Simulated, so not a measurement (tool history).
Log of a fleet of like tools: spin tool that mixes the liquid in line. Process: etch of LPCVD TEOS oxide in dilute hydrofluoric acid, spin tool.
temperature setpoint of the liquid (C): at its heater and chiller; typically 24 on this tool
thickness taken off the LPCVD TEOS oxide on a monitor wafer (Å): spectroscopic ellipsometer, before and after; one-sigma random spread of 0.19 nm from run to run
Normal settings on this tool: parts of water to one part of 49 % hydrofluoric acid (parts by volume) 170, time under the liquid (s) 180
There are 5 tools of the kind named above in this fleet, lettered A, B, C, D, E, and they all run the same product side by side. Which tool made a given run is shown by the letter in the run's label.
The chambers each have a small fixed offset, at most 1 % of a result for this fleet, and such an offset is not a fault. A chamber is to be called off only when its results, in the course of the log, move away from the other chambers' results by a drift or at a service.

| run | day | temperature setpoint of the liquid (C) | parts of water to one part of 49 % hydrofluoric acid (parts by volume) | time under the liquid (s) | read-back film thickness of the LPCVD TEOS oxide reference wafer, read on the same gauge (nm) | thickness taken off the LPCVD TEOS oxide on a monitor wafer (Å) |
|---|---|---|---|---|---|---|
| 1A | 0.292 | 24 | 170 | 180 | 60.003 | 244.25 |
| 2E | 0.7 | 24 | 170 | 180 | 60.006 | 246.52 |
| 3B | 1.033 | 24 | 170 | 180 | 60.018 | 241.82 |
| 4C | 1.25 | 24 | 170 | 180 | 60.007 | 246.85 |
| 5D | 1.558 | 24 | 235 | 180 | 60.01 | 164.27 |
| 6E | 1.838 | 24 | 235 | 180 | 60 | 163.73 |
| 7A | 2.05 | 24 | 235 | 180 | 60.014 | 165.06 |
|  | 2.204 | chamber B: hydrofluoric acid flow meter replaced |
| 8C | 2.288 | 24 | 235 | 180 | 59.999 | 161.67 |
| 9D | 2.521 | 24 | 235 | 180 | 59.999 | 163.26 |
| 10B | 2.929 | 24 | 170 | 180 | 60.006 | 242.5 |
| 11C | 3.25 | 24 | 170 | 180 | 59.989 | 246.23 |
| 12D | 3.558 | 24 | 170 | 180 | 60.007 | 240.66 |
| 13B | 3.892 | 24 | 170 | 180 | 59.996 | 243.33 |
| 14E | 4.112 | 24 | 170 | 180 | 60.005 | 246.96 |
| 15A | 4.542 | 24 | 170 | 180 | 59.997 | 239.08 |
| 16B | 4.808 | 24 | 170 | 180 | 59.983 | 245.21 |
| 17D | 5.033 | 24 | 170 | 180 | 59.99 | 242.45 |
| 18E | 5.458 | 24 | 170 | 180 | 59.986 | 243.45 |
| 19A | 5.746 | 24 | 170 | 180 | 60.003 | 231.4 |
| 20C | 6.171 | 24 | 170 | 180 | 60.021 | 245.65 |
| 21E | 6.421 | 24 | 120 | 180 | 59.996 | 364.23 |
| 22C | 6.696 | 24 | 120 | 180 | 59.992 | 373.55 |
| 23D | 7.162 | 24 | 120 | 180 | 59.997 | 366.48 |
| 24A | 7.379 | 24 | 120 | 180 | 59.998 | 348.87 |
| 25B | 7.838 | 24 | 120 | 180 | 60.013 | 364.91 |
| 26D | 8.075 | 24 | 170 | 180 | 59.994 | 244.93 |
| 27B | 8.392 | 24 | 170 | 180 | 60.004 | 244.5 |
| 28A | 8.792 | 24 | 170 | 180 | 59.99 | 231.4 |
| 29C | 9.038 | 24 | 170 | 180 | 60.016 | 245.98 |
| 30E | 9.279 | 24 | 170 | 180 | 60.008 | 241.15 |
|  | 9.496 | chamber C: thermometer replaced |
| 31C | 9.7 | 28.5 | 170 | 260 | 60 | 408.86 |
| 32B | 10.125 | 28.5 | 170 | 260 | 60 | 417.23 |
| 33E | 10.354 | 28.5 | 170 | 260 | 60.001 | 417.63 |
| 34D | 10.662 | 28.5 | 170 | 260 | 59.999 | 414.98 |
| 35A | 10.983 | 28.5 | 170 | 260 | 60.012 | 383.96 |
| 36A | 11.288 | 24 | 170 | 180 | 59.995 | 223.94 |
| 37D | 11.612 | 24 | 170 | 180 | 60 | 240.68 |
|  | 11.971 | chamber E: hydrofluoric acid flow meter replaced |
| 38E | 12.054 | 24 | 170 | 180 | 60.022 | 239.88 |
| 39C | 12.371 | 27 | 225 | 180 | 60.009 | 191.23 |
| 40B | 12.788 | 27 | 225 | 180 | 59.994 | 194.02 |

The same settings go to every chamber for the next run, one line per chamber below. Forecast the results for each:
| 41A | 13.121 | 21.5 | 170 | 180 |  | ? |
| 41B | 13.121 | 21.5 | 170 | 180 |  | ? |
| 41C | 13.121 | 21.5 | 170 | 180 |  | ? |
| 41D | 13.121 | 21.5 | 170 | 180 |  | ? |
| 41E | 13.121 | 21.5 | 170 | 180 |  | ? |

| run | thickness taken off the LPCVD TEOS oxide on a monitor wafer (Å) |
|---|---|
| 41A | 199.67 |
| 41B | 222.59 |
| 41C | 222.4 |
| 41D | 224.46 |
| 41E | 221.92 |
